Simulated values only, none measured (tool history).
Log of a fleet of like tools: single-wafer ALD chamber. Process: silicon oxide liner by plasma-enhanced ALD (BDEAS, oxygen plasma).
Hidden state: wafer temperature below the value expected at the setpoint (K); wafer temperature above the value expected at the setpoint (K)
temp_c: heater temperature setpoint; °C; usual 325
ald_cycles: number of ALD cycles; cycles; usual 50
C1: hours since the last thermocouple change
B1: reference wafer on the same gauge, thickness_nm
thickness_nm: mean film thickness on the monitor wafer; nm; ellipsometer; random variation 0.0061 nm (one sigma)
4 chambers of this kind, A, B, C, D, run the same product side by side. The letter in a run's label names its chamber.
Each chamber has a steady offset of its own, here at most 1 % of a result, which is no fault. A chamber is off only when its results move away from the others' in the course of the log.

run 1A hour=8.3 | temp_c=325 ald_cycles=50 | C1=927.2 | B1=4.2395 | thickness_nm=4.4818
run 2C hour=22.9 | temp_c=325 ald_cycles=50 | C1=1791.9 | B1=4.2368 | thickness_nm=4.5120
run 3B hour=33.8 | temp_c=325 ald_cycles=50 | C1=224.0 | B1=4.2370 | thickness_nm=4.4839
run 4D hour=46.0 | temp_c=325 ald_cycles=50 | C1=1087.2 | B1=4.2368 | thickness_nm=4.4747
-- hour=55.6 chamber A: thermocouple changed; heater temperature recalibrated
run 5D hour=57.6 | temp_c=325 ald_cycles=50 | C1=1098.8 | B1=4.2372 | thickness_nm=4.4757
run 6B hour=68.3 | temp_c=325 ald_cycles=50 | C1=258.5 | B1=4.2346 | thickness_nm=4.4777
run 7C hour=75.8 | temp_c=325 ald_cycles=41 | C1=1844.8 | B1=4.2345 | thickness_nm=3.7053
run 8A hour=89.6 | temp_c=325 ald_cycles=41 | C1=34.0 | B1=4.2341 | thickness_nm=3.6627
run 9C hour=101.0 | temp_c=325 ald_cycles=41 | C1=1870.0 | B1=4.2322 | thickness_nm=3.6981
run 10D hour=109.1 | temp_c=325 ald_cycles=41 | C1=1150.3 | B1=4.2323 | thickness_nm=3.6727
run 11B hour=119.2 | temp_c=325 ald_cycles=50 | C1=309.4 | B1=4.2321 | thickness_nm=4.4705
run 12A hour=131.7 | temp_c=325 ald_cycles=50 | C1=76.1 | B1=4.2304 | thickness_nm=4.4530
run 13B hour=145.0 | temp_c=312 ald_cycles=45 | C1=335.2 | B1=4.2294 | thickness_nm=4.0953
run 14A hour=153.5 | temp_c=312 ald_cycles=45 | C1=97.9 | B1=4.2279 | thickness_nm=4.0844
run 15C hour=161.3 | temp_c=312 ald_cycles=45 | C1=1930.3 | B1=4.2289 | thickness_nm=4.1457
run 16D hour=174.5 | temp_c=312 ald_cycles=45 | C1=1215.7 | B1=4.2256 | thickness_nm=4.0845
run 17B hour=181.9 | temp_c=325 ald_cycles=56 | C1=372.1 | B1=4.2274 | thickness_nm=4.9995
run 18C hour=190.9 | temp_c=325 ald_cycles=56 | C1=1959.9 | B1=4.2263 | thickness_nm=5.0534
run 19A hour=204.3 | temp_c=325 ald_cycles=56 | C1=148.7 | B1=4.2245 | thickness_nm=4.9919
run 20D hour=215.1 | temp_c=325 ald_cycles=56 | C1=1256.3 | B1=4.2247 | thickness_nm=5.0079
run 21D hour=222.3 | temp_c=325 ald_cycles=59 | C1=1263.5 | B1=4.2223 | thickness_nm=5.2753
run 22B hour=231.5 | temp_c=325 ald_cycles=59 | C1=421.7 | B1=4.2228 | thickness_nm=5.2683
run 23A hour=243.5 | temp_c=325 ald_cycles=59 | C1=187.9 | B1=4.2208 | thickness_nm=5.2531
run 24C hour=258.1 | temp_c=325 ald_cycles=59 | C1=2027.1 | B1=4.2209 | thickness_nm=5.3254
run 25D hour=269.6 | temp_c=325 ald_cycles=50 | C1=1310.8 | B1=4.2210 | thickness_nm=4.4605
run 26C hour=276.9 | temp_c=331 ald_cycles=50 | C1=2045.9 | B1=4.2185 | thickness_nm=4.4543
run 27B hour=289.0 | temp_c=331 ald_cycles=50 | C1=479.2 | B1=4.2190 | thickness_nm=4.4204
run 28A hour=297.6 | temp_c=331 ald_cycles=50 | C1=242.0 | B1=4.2179 | thickness_nm=4.4090
run 29B hour=311.6 | temp_c=331 ald_cycles=50 | C1=501.8 | B1=4.2160 | thickness_nm=4.4319

Next, every chamber runs the same settings. What will each give?
run 30A hour=322.2 | temp_c=325 ald_cycles=42 | thickness_nm=?
run 30B hour=322.2 | temp_c=325 ald_cycles=42 | thickness_nm=?
run 30C hour=322.2 | temp_c=325 ald_cycles=42 | thickness_nm=?
run 30D hour=322.2 | temp_c=325 ald_cycles=42 | thickness_nm=?

run=30A thickness_nm=3.7297
run=30B thickness_nm=3.7516
run=30C thickness_nm=3.7767
run=30D thickness_nm=3.7398
